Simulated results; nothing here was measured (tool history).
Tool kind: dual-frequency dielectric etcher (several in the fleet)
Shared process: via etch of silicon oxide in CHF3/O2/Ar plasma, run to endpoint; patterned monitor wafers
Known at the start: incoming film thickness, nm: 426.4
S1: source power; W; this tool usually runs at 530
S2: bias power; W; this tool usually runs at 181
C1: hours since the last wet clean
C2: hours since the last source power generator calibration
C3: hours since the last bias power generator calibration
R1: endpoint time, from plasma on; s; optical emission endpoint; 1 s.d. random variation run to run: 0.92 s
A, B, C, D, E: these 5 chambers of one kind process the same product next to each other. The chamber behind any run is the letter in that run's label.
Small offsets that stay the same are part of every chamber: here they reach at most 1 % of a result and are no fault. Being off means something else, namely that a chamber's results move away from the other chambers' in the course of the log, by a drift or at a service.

run	hour	S1	S2	C1	C2	C3	R1
1E	7.1	530	181	90	1663	2455	227.28
2D	12.3	530	181	290.7	547.7	3486.5	224.97
3A	16.9	530	181	492.4	1685.8	1458.1	224.51
# hour 22.3: chamber B: wet clean of the chamber
4B	25.5	530	181	3.3	833.1	65.4	229.05
5C	33.7	530	181	309.5	115.4	1855.5	225.6
6D	41.5	530	181	319.9	576.9	3515.7	223.99
7C	48.2	530	181	324	129.9	1870	226.49
8E	54.8	530	181	137.7	1710.7	2502.7	226.63
9A	62.9	530	181	538.4	1731.8	1504.1	225.96
10B	71.4	530	181	49.2	879	111.3	226.31
11E	76.5	530	181	159.4	1732.4	2524.4	228.25
12A	80.8	530	181	556.3	1749.7	1522	226.12
# hour 82.8: chamber D: wet clean of the chamber
13C	86.9	530	181	362.7	168.6	1908.7	226.97
# hour 88.1: chamber A: wet clean of the chamber
14D	94.9	430	154	12.1	630.3	3569.1	255.9
15B	103.1	430	154	80.9	910.7	143	259.85
16E	111.3	430	154	194.2	1767.2	2559.2	259.49
17D	119	430	154	36.2	654.4	3593.2	254.27
18B	126.2	430	154	104	933.8	166.1	260.44
19C	133.7	530	181	409.5	215.4	1955.5	227.34
20A	139.9	530	221	51.8	1808.8	1581.1	211.85
21A	146.3	530	221	58.2	1815.2	1587.5	211.54
22E	154.6	530	221	237.5	1810.5	2602.5	215.79
23C	161.2	530	221	437	242.9	1983	211.23
24B	169.4	530	221	147.2	977	209.3	211.87
25D	177.6	590	225	94.8	713	3651.8	198.65
26D	185.8	590	225	103	721.2	3660	199.52
27B	192	590	225	169.8	999.6	231.9	201.07
28C	201.3	590	225	477.1	283	2023.1	202.3
29A	210.1	590	225	122	1879	1651.3	202.28
# hour 213.1: chamber E: source power generator calibrated
30E	219.4	530	181	302.3	6.4	2667.3	235.87
31A	227.4	530	181	139.3	1896.3	1668.6	226.6

The same settings go to every chamber for the next run, one line per chamber below. Forecast the results for each:
32A	234.1	530	181				?
32B	234.1	530	181				?
32C	234.1	530	181				?
32D	234.1	530	181				?
32E	234.1	530	181				?

run	R1
32A	227.01
32B	228.24
32C	225.52
32D	223.82
32E	233.83

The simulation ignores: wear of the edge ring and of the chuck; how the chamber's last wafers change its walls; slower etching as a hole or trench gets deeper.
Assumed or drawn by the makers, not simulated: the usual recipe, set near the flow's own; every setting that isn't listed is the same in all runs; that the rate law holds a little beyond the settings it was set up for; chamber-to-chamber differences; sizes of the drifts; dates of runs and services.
